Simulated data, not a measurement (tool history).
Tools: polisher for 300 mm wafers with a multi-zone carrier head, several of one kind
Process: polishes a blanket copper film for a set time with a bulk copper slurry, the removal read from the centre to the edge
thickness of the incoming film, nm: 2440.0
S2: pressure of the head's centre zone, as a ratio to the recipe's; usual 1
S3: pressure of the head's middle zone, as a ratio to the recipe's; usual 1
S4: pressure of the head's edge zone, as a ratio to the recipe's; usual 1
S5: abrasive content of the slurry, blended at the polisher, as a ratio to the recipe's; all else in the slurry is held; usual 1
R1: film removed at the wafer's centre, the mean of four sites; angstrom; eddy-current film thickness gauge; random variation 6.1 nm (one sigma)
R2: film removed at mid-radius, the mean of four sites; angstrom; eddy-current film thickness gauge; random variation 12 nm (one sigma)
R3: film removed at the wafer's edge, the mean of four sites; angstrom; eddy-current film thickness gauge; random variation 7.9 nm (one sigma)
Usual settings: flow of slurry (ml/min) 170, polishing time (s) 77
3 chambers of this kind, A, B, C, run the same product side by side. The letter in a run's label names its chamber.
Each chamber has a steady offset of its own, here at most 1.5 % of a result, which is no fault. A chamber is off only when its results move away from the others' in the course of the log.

run 1C hour=9.1 | flow_of_slurry_(ml/min)=170 S2=1 S3=1 S4=1 S5=1 polishing_time_(s)=77 | R1=8555.6 R2=8512.8 R3=8664.2
run 2B hour=15 | flow_of_slurry_(ml/min)=170 S2=1 S3=1 S4=1 S5=1 polishing_time_(s)=77 | R1=8546.7 R2=8583.6 R3=8408.4
run 3A hour=26.7 | flow_of_slurry_(ml/min)=170 S2=1 S3=1 S4=1 S5=1 polishing_time_(s)=77 | R1=8559.3 R2=8612.3 R3=8419.5
-- hour=28.9 chamber B: worn pad replaced by a new one
run 4B hour=32.4 | flow_of_slurry_(ml/min)=170 S2=1 S3=1 S4=1 S5=1 polishing_time_(s)=77 | R1=8562.9 R2=8661.5 R3=8441.3
-- hour=38.8 chamber C: centre zone pressure recalibrated
run 5C hour=44.3 | flow_of_slurry_(ml/min)=170 S2=1 S3=1 S4=1 S5=1 polishing_time_(s)=77 | R1=8620.5 R2=8642.9 R3=8603.8
-- hour=46 chamber A: edge zone pressure recalibrated
-- hour=47.9 chamber C: worn pad replaced by a new one
run 6A hour=55.7 | flow_of_slurry_(ml/min)=170 S2=1 S3=1 S4=1 S5=1 polishing_time_(s)=77 | R1=8458.3 R2=8553.6 R3=8474.9
-- hour=58 chamber A: worn pad replaced by a new one
-- hour=58.1 chamber C: slurry nozzle cleaned
run 7A hour=65.4 | flow_of_slurry_(ml/min)=170 S2=1 S3=1 S4=1 S5=1 polishing_time_(s)=77 | R1=8627.8 R2=8668.6 R3=8499.1
-- hour=76.2 chamber A: centre zone pressure recalibrated
run 8B hour=77.2 | flow_of_slurry_(ml/min)=170 S2=1 S3=1 S4=1 S5=1 polishing_time_(s)=77 | R1=8437.5 R2=8596.1 R3=8571.4
run 9C hour=88.3 | flow_of_slurry_(ml/min)=170 S2=1 S3=1 S4=1 S5=1 polishing_time_(s)=77 | R1=8620.2 R2=8460.7 R3=8708.9
run 10A hour=95.7 | flow_of_slurry_(ml/min)=170 S2=1 S3=1 S4=1 S5=1 polishing_time_(s)=77 | R1=8530.3 R2=8720.7 R3=8520.4
-- hour=96.6 chamber B: worn pad replaced by a new one
run 11B hour=103.9 | flow_of_slurry_(ml/min)=170 S2=1 S3=1 S4=1 S5=1 polishing_time_(s)=77 | R1=8619.4 R2=8586.9 R3=8490.7
run 12C hour=113.2 | flow_of_slurry_(ml/min)=170 S2=1 S3=1 S4=1 S5=1 polishing_time_(s)=77 | R1=8530.6 R2=8516.5 R3=8671.9
run 13C hour=119.9 | flow_of_slurry_(ml/min)=170 S2=1 S3=1 S4=1 S5=1 polishing_time_(s)=77 | R1=8602 R2=8619.8 R3=8550.2
run 14B hour=127.2 | flow_of_slurry_(ml/min)=170 S2=1 S3=1 S4=0.93 S5=1 polishing_time_(s)=77 | R1=8639.3 R2=8466.7 R3=8138.6
-- hour=129 chamber C: worn pad replaced by a new one
run 15A hour=134.7 | flow_of_slurry_(ml/min)=170 S2=1 S3=1 S4=0.93 S5=1 polishing_time_(s)=77 | R1=8485.8 R2=8617.5 R3=8151.3
run 16A hour=140.1 | flow_of_slurry_(ml/min)=170 S2=1 S3=1 S4=0.93 S5=1 polishing_time_(s)=77 | R1=8610.6 R2=8744.5 R3=8084.9
-- hour=145.5 chamber A: worn pad replaced by a new one
run 17B hour=150.2 | flow_of_slurry_(ml/min)=170 S2=1 S3=1 S4=1 S5=1 polishing_time_(s)=77 | R1=8599.3 R2=8707.6 R3=8607.9
run 18C hour=160.2 | flow_of_slurry_(ml/min)=170 S2=1 S3=1 S4=1 S5=0.75 polishing_time_(s)=77 | R1=8066.3 R2=8204.4 R3=7901.4
-- hour=162 chamber B: worn pad replaced by a new one
run 19B hour=168.2 | flow_of_slurry_(ml/min)=170 S2=1 S3=1 S4=1 S5=0.75 polishing_time_(s)=77 | R1=8132 R2=8011.8 R3=7971.5
run 20A hour=178.9 | flow_of_slurry_(ml/min)=170 S2=1 S3=1 S4=1 S5=0.75 polishing_time_(s)=77 | R1=7962.6 R2=8024.1 R3=8005.9
run 21C hour=188.3 | flow_of_slurry_(ml/min)=170 S2=1 S3=1 S4=1 S5=1 polishing_time_(s)=77 | R1=8535.1 R2=8508.4 R3=8574.7
run 22C hour=195.1 | flow_of_slurry_(ml/min)=170 S2=1 S3=1 S4=1 S5=1 polishing_time_(s)=77 | R1=8476.5 R2=8502 R3=8721.5
-- hour=205 chamber C: worn pad replaced by a new one
run 23A hour=205.7 | flow_of_slurry_(ml/min)=170 S2=1 S3=1 S4=1 S5=1 polishing_time_(s)=77 | R1=8640.1 R2=8632.9 R3=8403.2
-- hour=214.3 chamber A: worn pad replaced by a new one
run 24B hour=215.4 | flow_of_slurry_(ml/min)=170 S2=1 S3=1 S4=1 S5=1 polishing_time_(s)=77 | R1=8590.1 R2=8659 R3=8582.5
run 25A hour=222 | flow_of_slurry_(ml/min)=170 S2=1 S3=1 S4=1 S5=1 polishing_time_(s)=77 | R1=8508.9 R2=8466.7 R3=8584
run 26C hour=230.4 | flow_of_slurry_(ml/min)=170 S2=1 S3=1 S4=1 S5=1 polishing_time_(s)=77 | R1=8583.9 R2=8365.5 R3=8510.3
run 27B hour=237.4 | flow_of_slurry_(ml/min)=120 S2=1 S3=1 S4=0.88 S5=1 polishing_time_(s)=77 | R1=8015.2 R2=7898.9 R3=7613.3
-- hour=245.9 chamber B: worn pad replaced by a new one
run 28B hour=248.2 | flow_of_slurry_(ml/min)=120 S2=1 S3=1 S4=0.88 S5=1 polishing_time_(s)=77 | R1=7920.4 R2=8023 R3=7504.7
run 29C hour=260 | flow_of_slurry_(ml/min)=120 S2=1 S3=1 S4=0.88 S5=1 polishing_time_(s)=77 | R1=7915.3 R2=7989.7 R3=7691.1
run 30A hour=268.8 | flow_of_slurry_(ml/min)=170 S2=1.1 S3=1 S4=1 S5=1 polishing_time_(s)=102 | R1=12646 R2=11308 R3=11088
run 31B hour=274.3 | flow_of_slurry_(ml/min)=170 S2=1.1 S3=1 S4=1 S5=1 polishing_time_(s)=102 | R1=12509 R2=11372 R3=11393
run 32A hour=283.2 | flow_of_slurry_(ml/min)=170 S2=1.1 S3=1 S4=1 S5=1 polishing_time_(s)=102 | R1=12578 R2=11271 R3=11158
-- hour=285.7 chamber A: worn pad replaced by a new one
run 33C hour=289.5 | flow_of_slurry_(ml/min)=170 S2=1 S3=1 S4=1 S5=1 polishing_time_(s)=77 | R1=8515.4 R2=8514.9 R3=8673.8
run 34A hour=296.2 | flow_of_slurry_(ml/min)=170 S2=1 S3=1 S4=1 S5=1 polishing_time_(s)=77 | R1=8555.8 R2=8655.7 R3=8457.4
-- hour=305.4 chamber C: worn pad replaced by a new one
run 35B hour=305.6 | flow_of_slurry_(ml/min)=170 S2=1 S3=1 S4=1 S5=1 polishing_time_(s)=77 | R1=8563.5 R2=8532.4 R3=8381.2
run 36C hour=312.9 | flow_of_slurry_(ml/min)=170 S2=1 S3=1 S4=1 S5=1 polishing_time_(s)=77 | R1=8537.1 R2=8639.4 R3=8581.6
run 37C hour=324 | flow_of_slurry_(ml/min)=170 S2=1 S3=1 S4=1 S5=1 polishing_time_(s)=77 | R1=8441 R2=8426.3 R3=8734.6
-- hour=328.8 chamber B: worn pad replaced by a new one
run 38B hour=333.5 | flow_of_slurry_(ml/min)=170 S2=1 S3=1 S4=1 S5=1 polishing_time_(s)=77 | R1=8598.5 R2=8438 R3=8582.1
run 39A hour=344.5 | flow_of_slurry_(ml/min)=170 S2=1 S3=1 S4=1 S5=1 polishing_time_(s)=77 | R1=8578.7 R2=8381.4 R3=8485.5
run 40C hour=350.9 | flow_of_slurry_(ml/min)=170 S2=1 S3=1 S4=1 S5=1 polishing_time_(s)=77 | R1=8588.8 R2=8776 R3=8566.6
run 41B hour=358.1 | flow_of_slurry_(ml/min)=170 S2=1 S3=1 S4=1 S5=1 polishing_time_(s)=77 | R1=8581.7 R2=8648.5 R3=8579.6
-- hour=359.5 chamber A: worn pad replaced by a new one
run 42A hour=365.4 | flow_of_slurry_(ml/min)=170 S2=1 S3=1 S4=1.11 S5=1 polishing_time_(s)=69 | R1=7650 R2=7743 R3=7929.5

What goes on in this fleet: one chamber off, a drifting gauge, or nothing beyond the chambers' own small offsets? Name the chamber and the cause, if any.

No chamber stands off beyond its own small offset, and the gauge holds steady.

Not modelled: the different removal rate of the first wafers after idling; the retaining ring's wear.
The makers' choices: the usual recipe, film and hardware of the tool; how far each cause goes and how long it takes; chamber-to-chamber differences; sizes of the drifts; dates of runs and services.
